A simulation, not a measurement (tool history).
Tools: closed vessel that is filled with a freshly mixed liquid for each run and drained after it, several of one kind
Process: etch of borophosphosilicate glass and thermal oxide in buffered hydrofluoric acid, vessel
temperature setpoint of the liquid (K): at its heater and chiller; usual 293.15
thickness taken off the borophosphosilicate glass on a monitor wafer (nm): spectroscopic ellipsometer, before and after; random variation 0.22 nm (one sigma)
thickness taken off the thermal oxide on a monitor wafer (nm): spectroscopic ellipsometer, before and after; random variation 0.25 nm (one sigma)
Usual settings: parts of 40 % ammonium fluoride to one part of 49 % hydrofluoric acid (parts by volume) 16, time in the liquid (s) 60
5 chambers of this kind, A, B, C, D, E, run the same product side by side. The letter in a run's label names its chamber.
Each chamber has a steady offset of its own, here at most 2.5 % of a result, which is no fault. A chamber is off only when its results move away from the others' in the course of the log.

run	hour	temperature setpoint of the liquid (K)	parts of 40 % ammonium fluoride to one part of 49 % hydrofluoric acid (parts by volume)	time in the liquid (s)	read-back film thickness of the borophosphosilicate glass reference wafer, read on the same gauge (nm)	read-back film thickness of the thermal oxide reference wafer, read on the same gauge (nm)	thickness taken off the borophosphosilicate glass on a monitor wafer (nm)	thickness taken off the thermal oxide on a monitor wafer (nm)
1E	7.1	293.15	16	60	100.000	30.016	43.234	35.522
2D	15.4	293.15	16	60	99.991	29.995	43.727	35.021
3A	25.1	293.15	16	60	100.040	29.994	42.425	35.187
4C	34.8	293.15	16	60	100.010	30.015	43.255	35.665
5B	39.4	293.15	16	60	99.999	30.001	43.568	34.571
6D	47.3	293.15	16	60	99.981	29.992	43.955	34.998
7C	53.6	293.15	16	60	100.020	29.996	43.046	35.276
8A	59.8	293.15	10	60	99.979	29.989	68.544	56.706
9E	66.0	293.15	10	60	99.970	30.001	68.658	55.889
10B	70.7	293.15	10	60	99.993	30.013	68.129	53.849
11C	78.7	293.15	10	60	100.020	30.011	68.527	55.603
12A	87.3	293.15	10	60	100.020	30.006	67.991	56.345
13D	93.1	293.15	16	60	99.957	29.999	43.276	34.966
14E	99.6	293.15	16	60	100.020	30.002	42.945	35.069
15B	103.8	293.15	16	60	99.971	29.989	43.379	34.637
16B	113.5	293.15	16	60	99.940	30.040	42.680	34.154
17A	118.7	293.15	16	60	100.010	29.989	42.777	34.730
18D	123.3	293.15	16	60	100.010	29.996	43.964	35.190
# hour 131.5: chamber A: hydrofluoric acid flow meter replaced
19C	131.6	293.15	22	80	100.010	30.004	43.703	35.264
20E	139.8	293.15	22	80	100.020	29.983	43.264	35.153
21E	148.3	293.15	22	80	100.000	30.003	43.631	35.339
22A	156.8	293.15	22	80	99.995	30.000	42.756	35.577
23B	162.7	293.15	22	80	99.974	30.001	43.194	34.607
24C	169.1	293.15	16	60	99.977	29.990	43.078	35.514
25D	174.0	293.15	16	60	99.983	30.006	43.754	35.301
26D	180.5	293.15	16	60	99.970	29.994	43.444	35.711
27A	187.1	293.15	16	60	100.050	30.002	43.009	35.739
28E	192.7	293.15	16	60	100.000	30.022	43.150	35.210
29C	202.5	293.15	21	95	100.050	29.975	52.875	43.263
30B	208.1	293.15	21	95	100.010	29.976	53.340	42.996
31D	212.6	293.15	21	95	99.995	30.016	53.155	43.270
32A	217.8	293.15	21	95	99.981	30.012	52.693	43.263
33E	222.5	293.15	21	95	100.020	29.980	53.117	43.833
34B	228.0	291.15	16	60	99.999	30.008	38.496	30.729
35C	232.5	291.15	16	60	100.000	29.998	38.821	31.640
36E	242.2	291.15	16	60	100.050	30.003	38.839	31.533
37D	247.5	291.15	16	60	100.010	30.017	39.272	31.460
# hour 248.9: chamber B: hydrofluoric acid flow meter replaced
38B	252.2	291.15	16	60	100.010	29.983	39.050	31.073
39A	261.3	293.15	16	60	100.030	29.997	42.551	35.465
40C	270.2	297.15	16	60	99.940	29.974	54.103	43.545
41E	276.0	297.15	16	60	99.972	30.005	54.291	44.407

What goes on in this fleet: one chamber off, a drifting gauge, or nothing beyond the chambers' own small offsets? Name the chamber and the cause, if any.

No chamber stands off beyond its own small offset, and the gauge holds steady.
